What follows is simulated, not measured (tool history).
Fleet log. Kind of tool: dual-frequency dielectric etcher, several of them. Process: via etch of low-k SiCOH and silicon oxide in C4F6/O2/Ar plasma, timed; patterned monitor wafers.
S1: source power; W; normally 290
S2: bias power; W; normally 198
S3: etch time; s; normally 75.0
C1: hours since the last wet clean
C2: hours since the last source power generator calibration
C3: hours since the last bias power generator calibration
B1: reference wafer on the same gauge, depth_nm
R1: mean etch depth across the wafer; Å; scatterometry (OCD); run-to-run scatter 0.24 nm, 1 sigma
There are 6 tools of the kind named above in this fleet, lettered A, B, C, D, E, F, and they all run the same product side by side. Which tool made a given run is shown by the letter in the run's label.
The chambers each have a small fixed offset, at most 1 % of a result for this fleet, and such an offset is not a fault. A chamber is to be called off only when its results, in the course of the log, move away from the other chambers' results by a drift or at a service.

-- hour=1.5 chamber C: source power generator calibrated
-- hour=7.1 chamber B: wet clean of the chamber
run 1F hour=10.6 | S1=290 S2=198 S3=75.0 | C1=535.6 C2=95.2 C3=2272.6 | B1=168.03 | R1=1906.7
run 2A hour=16.5 | S1=290 S2=198 S3=75.0 | C1=91.2 C2=1424.7 C3=4610.8 | B1=168.04 | R1=1923.9
run 3D hour=28.6 | S1=290 S2=198 S3=75.0 | C1=293.0 C2=1427.3 C3=982.6 | B1=168.04 | R1=1919.9
run 4E hour=34.0 | S1=290 S2=198 S3=75.0 | C1=105.6 C2=3728.7 C3=1690.6 | B1=168.07 | R1=1898.8
-- hour=39.8 chamber F: wet clean of the chamber
run 5C hour=41.4 | S1=290 S2=198 S3=75.0 | C1=402.1 C2=39.9 C3=2212.3 | B1=168.02 | R1=1912.6
run 6B hour=52.9 | S1=290 S2=198 S3=75.0 | C1=45.8 C2=2864.8 C3=2916.4 | B1=168.09 | R1=1926.7
run 7B hour=63.9 | S1=290 S2=198 S3=75.0 | C1=56.8 C2=2875.8 C3=2927.4 | B1=168.19 | R1=1926.2
-- hour=64.2 chamber C: wet clean of the chamber
run 8D hour=75.9 | S1=290 S2=198 S3=75.0 | C1=340.3 C2=1474.6 C3=1029.9 | B1=168.16 | R1=1918.3
run 9E hour=86.6 | S1=290 S2=198 S3=75.0 | C1=158.2 C2=3781.3 C3=1743.2 | B1=168.22 | R1=1899.7
run 10C hour=93.9 | S1=290 S2=198 S3=57.5 | C1=29.7 C2=92.4 C3=2264.8 | B1=168.24 | R1=1468.0
run 11F hour=103.6 | S1=290 S2=198 S3=57.5 | C1=63.9 C2=188.2 C3=2365.6 | B1=168.25 | R1=1461.3
run 12A hour=111.3 | S1=290 S2=198 S3=57.5 | C1=186.0 C2=1519.5 C3=4705.6 | B1=168.24 | R1=1476.7
run 13D hour=119.9 | S1=290 S2=198 S3=57.5 | C1=384.3 C2=1518.6 C3=1073.9 | B1=168.29 | R1=1470.1
run 14F hour=129.9 | S1=290 S2=198 S3=57.5 | C1=90.2 C2=214.5 C3=2391.9 | B1=168.36 | R1=1465.4
run 15B hour=138.9 | S1=290 S2=198 S3=57.5 | C1=131.8 C2=2950.8 C3=3002.4 | B1=168.34 | R1=1480.6
run 16A hour=147.2 | S1=290 S2=198 S3=75.0 | C1=221.9 C2=1555.4 C3=4741.5 | B1=168.39 | R1=1927.7
run 17C hour=155.9 | S1=290 S2=198 S3=75.0 | C1=91.7 C2=154.4 C3=2326.8 | B1=168.38 | R1=1914.0
run 18E hour=167.8 | S1=290 S2=213 S3=75.0 | C1=239.4 C2=3862.5 C3=1824.4 | B1=168.39 | R1=1953.1
run 19E hour=177.4 | S1=290 S2=213 S3=75.0 | C1=249.0 C2=3872.1 C3=1834.0 | B1=168.42 | R1=1949.7
run 20C hour=186.7 | S1=290 S2=213 S3=75.0 | C1=122.5 C2=185.2 C3=2357.6 | B1=168.46 | R1=1963.2
run 21D hour=193.3 | S1=290 S2=213 S3=75.0 | C1=457.7 C2=1592.0 C3=1147.3 | B1=168.40 | R1=1968.3
run 22B hour=203.8 | S1=290 S2=213 S3=75.0 | C1=196.7 C2=3015.7 C3=3067.3 | B1=168.55 | R1=1978.1
run 23A hour=213.7 | S1=290 S2=213 S3=75.0 | C1=288.4 C2=1621.9 C3=4808.0 | B1=168.46 | R1=1978.4
run 24F hour=223.2 | S1=290 S2=198 S3=75.0 | C1=183.5 C2=307.8 C3=2485.2 | B1=168.47 | R1=1913.9
-- hour=230.8 chamber A: bias power generator calibrated
run 25C hour=232.3 | S1=290 S2=198 S3=75.0 | C1=168.1 C2=230.8 C3=2403.2 | B1=168.55 | R1=1922.3
run 26B hour=239.8 | S1=290 S2=198 S3=75.0 | C1=232.7 C2=3051.7 C3=3103.3 | B1=168.59 | R1=1931.0
run 27E hour=251.8 | S1=290 S2=198 S3=75.0 | C1=323.4 C2=3946.5 C3=1908.4 | B1=168.58 | R1=1903.5
run 28A hour=260.4 | S1=290 S2=198 S3=75.0 | C1=335.1 C2=1668.6 C3=29.6 | B1=168.63 | R1=1926.1
-- hour=264.1 chamber E: bias power generator calibrated
run 29D hour=269.2 | S1=290 S2=198 S3=75.0 | C1=533.6 C2=1667.9 C3=1223.2 | B1=168.66 | R1=1922.8
run 30F hour=275.8 | S1=350 S2=198 S3=84.0 | C1=236.1 C2=360.4 C3=2537.8 | B1=168.57 | R1=2305.2
-- hour=277.6 chamber D: wet clean of the chamber
run 31B hour=284.5 | S1=350 S2=198 S3=84.0 | C1=277.4 C2=3096.4 C3=3148.0 | B1=168.70 | R1=2323.8
run 32E hour=290.8 | S1=350 S2=198 S3=84.0 | C1=362.4 C2=3985.5 C3=26.7 | B1=168.67 | R1=2300.1
run 33D hour=296.7 | S1=350 S2=198 S3=84.0 | C1=19.2 C2=1695.4 C3=1250.7 | B1=168.69 | R1=2316.3
run 34C hour=308.9 | S1=350 S2=198 S3=84.0 | C1=244.7 C2=307.4 C3=2479.8 | B1=168.71 | R1=2308.9
run 35A hour=319.2 | S1=350 S2=198 S3=84.0 | C1=393.9 C2=1727.4 C3=88.4 | B1=168.79 | R1=2328.5
run 36F hour=326.6 | S1=290 S2=198 S3=75.0 | C1=286.9 C2=411.2 C3=2588.6 | B1=168.79 | R1=1911.2
run 37A hour=337.4 | S1=290 S2=198 S3=75.0 | C1=412.1 C2=1745.6 C3=106.6 | B1=168.78 | R1=1933.4
run 38D hour=344.6 | S1=290 S2=153 S3=59.5 | C1=67.1 C2=1743.3 C3=1298.6 | B1=168.84 | R1=1411.4
run 39C hour=353.1 | S1=290 S2=153 S3=59.5 | C1=288.9 C2=351.6 C3=2524.0 | B1=168.86 | R1=1404.2

All 6 chambers run these settings next. Forecast each chamber's results:
run 40A hour=362.1 | S1=290 S2=198 S3=83.5 | R1=?
run 40B hour=362.1 | S1=290 S2=198 S3=83.5 | R1=?
run 40C hour=362.1 | S1=290 S2=198 S3=83.5 | R1=?
run 40D hour=362.1 | S1=290 S2=198 S3=83.5 | R1=?
run 40E hour=362.1 | S1=290 S2=198 S3=83.5 | R1=?
run 40F hour=362.1 | S1=290 S2=198 S3=83.5 | R1=?

run=40A R1=2144.8
run=40B R1=2151.4
run=40C R1=2139.2
run=40D R1=2143.0
run=40E R1=2126.8
run=40F R1=2134.9

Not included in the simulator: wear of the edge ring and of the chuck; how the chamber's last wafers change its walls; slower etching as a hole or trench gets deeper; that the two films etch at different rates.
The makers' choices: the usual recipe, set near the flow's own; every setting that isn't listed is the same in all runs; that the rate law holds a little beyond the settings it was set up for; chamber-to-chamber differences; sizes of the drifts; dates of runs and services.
